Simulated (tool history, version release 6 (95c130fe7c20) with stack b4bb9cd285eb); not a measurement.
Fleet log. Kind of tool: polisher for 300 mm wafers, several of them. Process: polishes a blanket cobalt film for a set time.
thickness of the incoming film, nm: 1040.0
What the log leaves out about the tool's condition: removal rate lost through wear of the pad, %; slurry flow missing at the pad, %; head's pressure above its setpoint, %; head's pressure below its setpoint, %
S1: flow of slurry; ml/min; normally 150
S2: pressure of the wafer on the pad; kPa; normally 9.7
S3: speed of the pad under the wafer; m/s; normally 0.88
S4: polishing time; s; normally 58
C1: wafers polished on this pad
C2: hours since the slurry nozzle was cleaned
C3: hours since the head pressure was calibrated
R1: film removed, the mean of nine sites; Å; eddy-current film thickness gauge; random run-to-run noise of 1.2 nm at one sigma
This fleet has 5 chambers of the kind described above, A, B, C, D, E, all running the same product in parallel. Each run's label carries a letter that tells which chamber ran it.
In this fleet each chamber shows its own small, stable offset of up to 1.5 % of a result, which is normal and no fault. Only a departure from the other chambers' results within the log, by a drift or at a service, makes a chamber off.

Run 1D, hour 4.6: usual settings; C1 228; C2 424.3; C3 135.7. Result: R1 1560.3 Å.
Run 2A, hour 9.9: usual settings; C1 239; C2 646.5; C3 93.8. Result: R1 1531.1 Å.
Run 3C, hour 16.2: usual settings; C1 902; C2 180.2; C3 178.8. Result: R1 1536 Å.
Run 4B, hour 20.9: usual settings; C1 292; C2 329.1; C3 413.2. Result: R1 1586.6 Å.
Run 5E, hour 25.2: usual settings; C1 915; C2 449.2; C3 251.8. Result: R1 1555.7 Å.
Run 6A, hour 32.6: usual settings; C1 394; C2 669.2; C3 116.5. Result: R1 1542.3 Å.
Run 7C, hour 39.4: usual settings; C1 1061; C2 203.4; C3 202. Result: R1 1531.4 Å.
Run 8E, hour 45: usual settings; C1 1051; C2 469; C3 271.6. Result: R1 1539.5 Å.
At hour 46.1: chamber E: worn pad replaced by a new one.
Run 9D, hour 50.7: usual settings; C1 544; C2 470.4; C3 181.8. Result: R1 1538.3 Å.
Run 10B, hour 57.1: usual settings; C1 539; C2 365.3; C3 449.4. Result: R1 1558.7 Å.
Run 11D, hour 62.1: usual settings; C1 622; C2 481.8; C3 193.2. Result: R1 1550.6 Å.
Run 12E, hour 69.6: usual settings; C1 161; C2 493.6; C3 296.2. Result: R1 1538.7 Å.
Run 13A, hour 75.6: usual settings; C1 688; C2 712.2; C3 159.5. Result: R1 1542.2 Å.
Run 14C, hour 80.9: usual settings but S3 1.08 m/s; C1 1344; C2 244.9; C3 243.5. Result: R1 1877.4 Å.
At hour 83.1: chamber C: slurry nozzle cleaned.
Run 15B, hour 85.2: usual settings but S3 1.08 m/s; C1 732; C2 393.4; C3 477.5. Result: R1 1935.2 Å.
At hour 91.2: chamber C: worn pad replaced by a new one.
Run 16D, hour 92.8: usual settings but S3 1.08 m/s; C1 831; C2 512.5; C3 223.9. Result: R1 1868.5 Å.
Run 17A, hour 101: usual settings but S3 1.08 m/s; C1 861; C2 737.6; C3 184.9. Result: R1 1841.8 Å.
Run 18E, hour 107.4: usual settings but S3 1.08 m/s; C1 419; C2 531.4; C3 334. Result: R1 1900.6 Å.
Run 19B, hour 114.5: usual settings; C1 932; C2 422.7; C3 506.8. Result: R1 1574.5 Å.
Run 20C, hour 119.2: usual settings; C1 192; C2 36.1; C3 281.8. Result: R1 1535.6 Å.
At hour 121.7: chamber D: worn pad replaced by a new one.
Run 21B, hour 123.9: usual settings; C1 996; C2 432.1; C3 516.2. Result: R1 1570.3 Å.
At hour 126.3: chamber B: worn pad replaced by a new one.
Run 22E, hour 131.3: usual settings; C1 582; C2 555.3; C3 357.9. Result: R1 1559.1 Å.
Run 23C, hour 136.9: usual settings; C1 313; C2 53.8; C3 299.5. Result: R1 1533.9 Å.
Run 24A, hour 145.3: usual settings but S3 1.1 m/s; C1 1164; C2 781.9; C3 229.2. Result: R1 1858.6 Å.
Run 25D, hour 153.2: usual settings but S3 1.1 m/s; C1 215; C2 572.9; C3 284.3. Result: R1 1905.1 Å.
Run 26B, hour 156.9: usual settings but S3 1.1 m/s; C1 209; C2 465.1; C3 549.2. Result: R1 1958 Å.
Run 27A, hour 163.9: usual settings but S3 1.1 m/s; C1 1292; C2 800.5; C3 247.8. Result: R1 1820 Å.
Run 28D, hour 168.1: usual settings but S3 1.1 m/s; C1 317; C2 587.8; C3 299.2. Result: R1 1942.5 Å.
Run 29C, hour 176.2: usual settings; C1 581; C2 93.1; C3 338.8. Result: R1 1534.8 Å.
Run 30E, hour 180: usual settings; C1 915; C2 604; C3 406.6. Result: R1 1531.6 Å.
Run 31C, hour 184.7: usual settings; C1 639; C2 101.6; C3 347.3. Result: R1 1520.9 Å.
At hour 186.9: chamber A: head pressure recalibrated.
Run 32A, hour 192.4: usual settings; C1 1486; C2 829; C3 5.6. Result: R1 1450.1 Å.
Run 33E, hour 198.7: usual settings; C1 1043; C2 622.7; C3 425.3. Result: R1 1549.8 Å.
At hour 199.6: chamber C: head pressure recalibrated.
Run 34B, hour 202.9: usual settings; C1 524; C2 511.1; C3 595.2. Result: R1 1574.5 Å.
Run 35D, hour 208.8: usual settings; C1 596; C2 628.5; C3 339.9. Result: R1 1559 Å.
At hour 215.4: chamber E: worn pad replaced by a new one.
Run 36C, hour 215.7: usual settings; C1 851; C2 132.6; C3 16.2. Result: R1 1532.4 Å.
Run 37A, hour 223.6: usual settings; C1 1700; C2 860.2; C3 36.8. Result: R1 1429.5 Å.
Run 38E, hour 227.4: usual settings but S2 12.4 kPa, S4 67 s; C1 82; C2 651.4; C3 454. Result: R1 2306.1 Å.
Run 39D, hour 231.3: usual settings but S2 12.4 kPa, S4 67 s; C1 749; C2 651; C3 362.4. Result: R1 2292.9 Å.
Run 40B, hour 237.7: usual settings but S2 12.4 kPa, S4 67 s; C1 762; C2 545.9; C3 630. Result: R1 2337.4 Å.
Run 41E, hour 241.6: usual settings but S2 12.4 kPa, S4 67 s; C1 179; C2 665.6; C3 468.2. Result: R1 2297 Å.
Run 42D, hour 246.7: usual settings but S2 12.4 kPa, S4 67 s; C1 855; C2 666.4; C3 377.8. Result: R1 2315.5 Å.
Run 43B, hour 252: usual settings; C1 859; C2 560.2; C3 644.3. Result: R1 1583 Å.

All chambers now run identical settings, listed one chamber a line with results as question marks. What results will each chamber show?
Run 44A, hour 258.1: usual settings. Result: R1 ?.
Run 44B, hour 258.1: usual settings. Result: R1 ?.
Run 44C, hour 258.1: usual settings. Result: R1 ?.
Run 44D, hour 258.1: usual settings. Result: R1 ?.
Run 44E, hour 258.1: usual settings. Result: R1 ?.

run      R1
44A  1426.2
44B    1572
44C    1540
44D  1535.9
44E  1554.3
